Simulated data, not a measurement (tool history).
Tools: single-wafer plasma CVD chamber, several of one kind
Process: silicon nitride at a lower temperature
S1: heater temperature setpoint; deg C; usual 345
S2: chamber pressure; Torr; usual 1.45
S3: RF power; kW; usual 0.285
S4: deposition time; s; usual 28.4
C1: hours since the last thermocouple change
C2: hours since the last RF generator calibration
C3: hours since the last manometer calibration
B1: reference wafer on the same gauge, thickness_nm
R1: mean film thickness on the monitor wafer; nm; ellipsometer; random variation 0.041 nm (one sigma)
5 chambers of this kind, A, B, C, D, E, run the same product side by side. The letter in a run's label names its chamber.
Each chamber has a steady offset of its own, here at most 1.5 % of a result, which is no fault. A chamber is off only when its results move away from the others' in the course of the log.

{"run": "1B", "hour": 5.6, "S1": 345, "S2": 1.45, "S3": 0.285, "S4": 28.4, "C1": 2168.8, "C2": 515.1, "C3": 512.1, "B1": 34.909, "R1": 31.195}
{"hour": 14.1, "done": "chamber E: thermocouple changed; heater temperature recalibrated"}
{"run": "2D", "hour": 14.9, "S1": 345, "S2": 1.45, "S3": 0.285, "S4": 28.4, "C1": 735.7, "C2": 640.2, "C3": 565.8, "B1": 34.908, "R1": 31.183}
{"run": "3C", "hour": 23.3, "S1": 345, "S2": 1.45, "S3": 0.285, "S4": 28.4, "C1": 1999, "C2": 603.8, "C3": 493.9, "B1": 34.908, "R1": 31.038}
{"run": "4A", "hour": 31.6, "S1": 345, "S2": 1.45, "S3": 0.285, "S4": 28.4, "C1": 1928.4, "C2": 118, "C3": 862.5, "B1": 34.919, "R1": 31.642}
{"run": "5E", "hour": 36.0, "S1": 345, "S2": 1.76, "S3": 0.285, "S4": 28.4, "C1": 22, "C2": 622.7, "C3": 315, "B1": 34.929, "R1": 32.794}
{"run": "6C", "hour": 41.9, "S1": 345, "S2": 1.76, "S3": 0.285, "S4": 28.4, "C1": 2017.6, "C2": 622.4, "C3": 512.5, "B1": 34.917, "R1": 32.858}
{"run": "7D", "hour": 47.8, "S1": 345, "S2": 1.76, "S3": 0.285, "S4": 28.4, "C1": 768.6, "C2": 673.1, "C3": 598.7, "B1": 34.928, "R1": 32.886}
{"run": "8E", "hour": 56.0, "S1": 345, "S2": 1.76, "S3": 0.285, "S4": 28.4, "C1": 42, "C2": 642.7, "C3": 335, "B1": 34.932, "R1": 32.796}
{"run": "9A", "hour": 62.6, "S1": 345, "S2": 1.76, "S3": 0.285, "S4": 28.4, "C1": 1959.4, "C2": 149, "C3": 893.5, "B1": 34.934, "R1": 33.474}
{"run": "10B", "hour": 71.7, "S1": 345, "S2": 1.45, "S3": 0.285, "S4": 28.4, "C1": 2234.9, "C2": 581.2, "C3": 578.2, "B1": 34.948, "R1": 31.193}
{"run": "11B", "hour": 76.7, "S1": 345, "S2": 1.45, "S3": 0.285, "S4": 28.4, "C1": 2239.9, "C2": 586.2, "C3": 583.2, "B1": 34.936, "R1": 31.175}
{"run": "12E", "hour": 81.1, "S1": 345, "S2": 1.45, "S3": 0.285, "S4": 28.4, "C1": 67.1, "C2": 667.8, "C3": 360.1, "B1": 34.955, "R1": 31.055}
{"run": "13D", "hour": 87.2, "S1": 345, "S2": 1.45, "S3": 0.285, "S4": 28.4, "C1": 808, "C2": 712.5, "C3": 638.1, "B1": 34.957, "R1": 31.318}
{"run": "14A", "hour": 93.9, "S1": 345, "S2": 1.45, "S3": 0.285, "S4": 28.4, "C1": 1990.7, "C2": 180.3, "C3": 924.8, "B1": 34.959, "R1": 31.72}
{"run": "15C", "hour": 100.0, "S1": 345, "S2": 1.45, "S3": 0.285, "S4": 28.4, "C1": 2075.7, "C2": 680.5, "C3": 570.6, "B1": 34.962, "R1": 31.088}
{"run": "16B", "hour": 109.2, "S1": 345, "S2": 1.45, "S3": 0.285, "S4": 28.4, "C1": 2272.4, "C2": 618.7, "C3": 615.7, "B1": 34.975, "R1": 31.222}
{"run": "17D", "hour": 117.0, "S1": 345, "S2": 1.45, "S3": 0.285, "S4": 28.4, "C1": 837.8, "C2": 742.3, "C3": 667.9, "B1": 34.98, "R1": 31.235}
{"run": "18A", "hour": 125.1, "S1": 345, "S2": 1.45, "S3": 0.285, "S4": 28.4, "C1": 2021.9, "C2": 211.5, "C3": 956, "B1": 34.975, "R1": 31.638}
{"run": "19E", "hour": 133.1, "S1": 345, "S2": 1.45, "S3": 0.285, "S4": 28.4, "C1": 119.1, "C2": 719.8, "C3": 412.1, "B1": 34.986, "R1": 31.101}
{"run": "20C", "hour": 142.8, "S1": 345, "S2": 1.45, "S3": 0.285, "S4": 28.4, "C1": 2118.5, "C2": 723.3, "C3": 613.4, "B1": 35.005, "R1": 31.18}
{"run": "21B", "hour": 148.5, "S1": 345, "S2": 1.45, "S3": 0.285, "S4": 28.4, "C1": 2311.7, "C2": 658, "C3": 655, "B1": 35.021, "R1": 31.254}
{"run": "22A", "hour": 156.4, "S1": 345, "S2": 1.45, "S3": 0.285, "S4": 28.4, "C1": 2053.2, "C2": 242.8, "C3": 987.3, "B1": 35.011, "R1": 31.833}
{"run": "23C", "hour": 163.1, "S1": 345, "S2": 1.45, "S3": 0.285, "S4": 28.4, "C1": 2138.8, "C2": 743.6, "C3": 633.7, "B1": 35.014, "R1": 31.21}
{"run": "24E", "hour": 167.7, "S1": 345, "S2": 1.45, "S3": 0.285, "S4": 28.4, "C1": 153.7, "C2": 754.4, "C3": 446.7, "B1": 35.025, "R1": 31.158}
{"hour": 174.6, "done": "chamber C: thermocouple changed; heater temperature recalibrated"}
{"run": "25D", "hour": 176.9, "S1": 345, "S2": 1.45, "S3": 0.285, "S4": 28.4, "C1": 897.7, "C2": 802.2, "C3": 727.8, "B1": 35.029, "R1": 31.28}
{"run": "26E", "hour": 185.4, "S1": 345, "S2": 1.45, "S3": 0.285, "S4": 28.4, "C1": 171.4, "C2": 772.1, "C3": 464.4, "B1": 35.023, "R1": 31.115}
{"run": "27A", "hour": 191.7, "S1": 345, "S2": 1.45, "S3": 0.285, "S4": 28.4, "C1": 2088.5, "C2": 278.1, "C3": 1022.6, "B1": 35.02, "R1": 31.767}
{"run": "28C", "hour": 199.3, "S1": 345, "S2": 1.45, "S3": 0.285, "S4": 28.4, "C1": 24.8, "C2": 779.8, "C3": 669.9, "B1": 35.032, "R1": 31.172}
{"run": "29D", "hour": 205.6, "S1": 345, "S2": 1.45, "S3": 0.285, "S4": 28.4, "C1": 926.4, "C2": 830.9, "C3": 756.5, "B1": 35.04, "R1": 31.324}
{"run": "30B", "hour": 212.9, "S1": 345, "S2": 1.45, "S3": 0.285, "S4": 28.4, "C1": 2376.1, "C2": 722.4, "C3": 719.4, "B1": 35.045, "R1": 31.329}
{"run": "31E", "hour": 219.6, "S1": 345, "S2": 1.45, "S3": 0.285, "S4": 28.4, "C1": 205.6, "C2": 806.3, "C3": 498.6, "B1": 35.045, "R1": 31.139}
{"run": "32B", "hour": 227.8, "S1": 351, "S2": 1.45, "S3": 0.285, "S4": 26.2, "C1": 2391, "C2": 737.3, "C3": 734.3, "B1": 35.062, "R1": 28.823}
{"run": "33D", "hour": 235.2, "S1": 351, "S2": 1.45, "S3": 0.285, "S4": 26.2, "C1": 956, "C2": 860.5, "C3": 786.1, "B1": 35.055, "R1": 28.882}
{"run": "34A", "hour": 240.3, "S1": 351, "S2": 1.45, "S3": 0.285, "S4": 26.2, "C1": 2137.1, "C2": 326.7, "C3": 1071.2, "B1": 35.068, "R1": 29.288}
{"run": "35C", "hour": 249.2, "S1": 351, "S2": 1.45, "S3": 0.285, "S4": 26.2, "C1": 74.7, "C2": 829.7, "C3": 719.8, "B1": 35.083, "R1": 28.763}
{"run": "36A", "hour": 253.6, "S1": 351, "S2": 1.45, "S3": 0.285, "S4": 26.2, "C1": 2150.4, "C2": 340, "C3": 1084.5, "B1": 35.085, "R1": 29.336}
{"run": "37D", "hour": 263.0, "S1": 345, "S2": 1.45, "S3": 0.285, "S4": 28.4, "C1": 983.8, "C2": 888.3, "C3": 813.9, "B1": 35.087, "R1": 31.362}

What goes on in this fleet: one chamber off, a drifting gauge, or nothing beyond the chambers' own small offsets? Name the chamber and the cause, if any.

The gauge drifts, so all chambers seem to drift together. No chamber is off.
Cause: gauge reads high (%) = 0.537.

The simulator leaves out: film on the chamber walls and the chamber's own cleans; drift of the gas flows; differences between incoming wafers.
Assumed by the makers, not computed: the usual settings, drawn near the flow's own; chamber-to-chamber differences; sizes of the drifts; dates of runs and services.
